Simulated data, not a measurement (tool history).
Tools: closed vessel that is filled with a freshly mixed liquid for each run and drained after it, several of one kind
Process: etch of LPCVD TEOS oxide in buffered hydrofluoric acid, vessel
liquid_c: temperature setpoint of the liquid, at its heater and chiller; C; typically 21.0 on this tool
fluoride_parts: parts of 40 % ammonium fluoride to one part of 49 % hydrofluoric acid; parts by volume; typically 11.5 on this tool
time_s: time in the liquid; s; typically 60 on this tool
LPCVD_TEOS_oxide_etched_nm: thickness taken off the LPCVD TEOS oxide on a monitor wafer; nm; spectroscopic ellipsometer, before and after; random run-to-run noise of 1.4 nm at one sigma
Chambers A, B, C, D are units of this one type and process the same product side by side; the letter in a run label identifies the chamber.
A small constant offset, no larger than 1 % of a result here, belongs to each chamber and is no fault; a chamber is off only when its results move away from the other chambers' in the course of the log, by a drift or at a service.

| run | hour | liquid_c | fluoride_parts | time_s | read-back film thickness of the LPCVD TEOS oxide reference wafer, read on the same gauge (nm) | LPCVD_TEOS_oxide_etched_nm |
|---|---|---|---|---|---|---|
| 1B | 10.5 | 21.0 | 11.5 | 60 | 50.053 | 221.94 |
| 2D | 17.8 | 21.0 | 11.5 | 60 | 50.019 | 219.95 |
| 3C | 24.2 | 21.0 | 11.5 | 60 | 50.020 | 220.07 |
| 4A | 31.9 | 21.0 | 11.5 | 60 | 49.956 | 215.21 |
| 5D | 40.8 | 21.0 | 11.5 | 60 | 50.000 | 222.05 |
| 6A | 48.7 | 21.0 | 15.5 | 45 | 50.009 | 121.88 |
| 7C | 56.3 | 21.0 | 15.5 | 45 | 49.965 | 122.20 |
| 8B | 65.7 | 21.0 | 15.5 | 45 | 50.022 | 123.59 |
| 9D | 71.5 | 21.0 | 15.5 | 45 | 49.961 | 122.68 |
| 10C | 81.8 | 21.0 | 11.5 | 30 | 49.957 | 108.88 |
| 11B | 89.0 | 21.0 | 11.5 | 30 | 49.998 | 111.23 |
| 12A | 100.2 | 21.0 | 11.5 | 30 | 49.996 | 109.13 |
| 13D | 106.9 | 21.0 | 11.5 | 30 | 50.002 | 109.78 |
| 14B | 117.4 | 21.0 | 11.5 | 60 | 50.026 | 219.87 |
| 15C | 124.9 | 21.0 | 11.5 | 60 | 49.960 | 218.08 |
| 16A | 134.9 | 21.0 | 11.5 | 60 | 50.011 | 217.40 |
| 17B | 141.4 | 21.0 | 11.5 | 60 | 49.979 | 220.42 |
| 18C | 148.3 | 21.0 | 11.5 | 60 | 50.002 | 218.78 |
| 19D | 158.2 | 21.0 | 11.5 | 60 | 49.993 | 219.72 |
| 20A | 168.9 | 21.0 | 11.5 | 60 | 50.001 | 215.89 |
| 21C | 176.0 | 21.0 | 11.5 | 60 | 49.978 | 214.74 |
| 22A | 182.6 | 21.0 | 11.5 | 60 | 50.040 | 217.58 |
| 23B | 192.0 | 21.0 | 11.5 | 60 | 49.987 | 220.49 |
| 24D | 201.9 | 21.0 | 9.0 | 35 | 49.957 | 159.17 |
|  | 205.1 | chamber C: thermometer replaced |
| 25B | 210.6 | 21.0 | 9.0 | 35 | 49.942 | 156.92 |
| 26D | 216.5 | 21.0 | 9.0 | 35 | 49.983 | 158.27 |
| 27C | 227.2 | 21.0 | 9.0 | 35 | 49.954 | 155.62 |
| 28A | 234.2 | 21.0 | 11.5 | 60 | 49.994 | 210.43 |
| 29A | 243.3 | 21.0 | 11.5 | 60 | 49.981 | 212.99 |
| 30D | 253.0 | 25.5 | 10.0 | 60 | 49.953 | 325.41 |
| 31C | 260.3 | 25.5 | 10.0 | 60 | 50.007 | 317.19 |
| 32B | 269.4 | 25.5 | 10.0 | 60 | 50.001 | 320.99 |
| 33D | 275.9 | 25.5 | 10.0 | 60 | 50.019 | 324.03 |

Is one chamber off against the others, does the gauge drift, or is nothing wrong? If a chamber is off, say which, and what the likeliest cause is.

Little by little, chamber A moves away from the other chambers.
Cause: liquid colder than its thermometer reads (K) = 0.76.
Not necessarily distinguishable in this log from: hydrofluoric acid flow below the setpoint (%).

Below are 4 candidate recipes for chamber A's next run, each the usual settings with a change, their results shown as question marks. Which of them brings A's results back in line with what the other chambers give on the usual settings?
In-line tolerance around the mean of the other chambers on the usual settings: LPCVD_TEOS_oxide_etched_nm 4.90 nm
| 34A-1 | 284.2 | 21.0 | 11.0 | 60 |  | ? |
| 34A-2 | 284.2 | 21.0 | 11.5 | 55 |  | ? |
| 34A-3 | 284.2 | 21.0 | 12.0 | 60 |  | ? |
| 34A-4 | 284.2 | 21.0 | 10.5 | 60 |  | ? |

What the other chambers average on the usual settings: LPCVD_TEOS_oxide_etched_nm 219.60 nm
| run | LPCVD_TEOS_oxide_etched_nm |
|---|---|
| 34A-1 | 219.01 |
| 34A-2 | 192.27 |
| 34A-3 | 201.24 |
| 34A-4 | 229.12 |
34A-1 is the one that brings the chamber's results back in line with the other chambers.
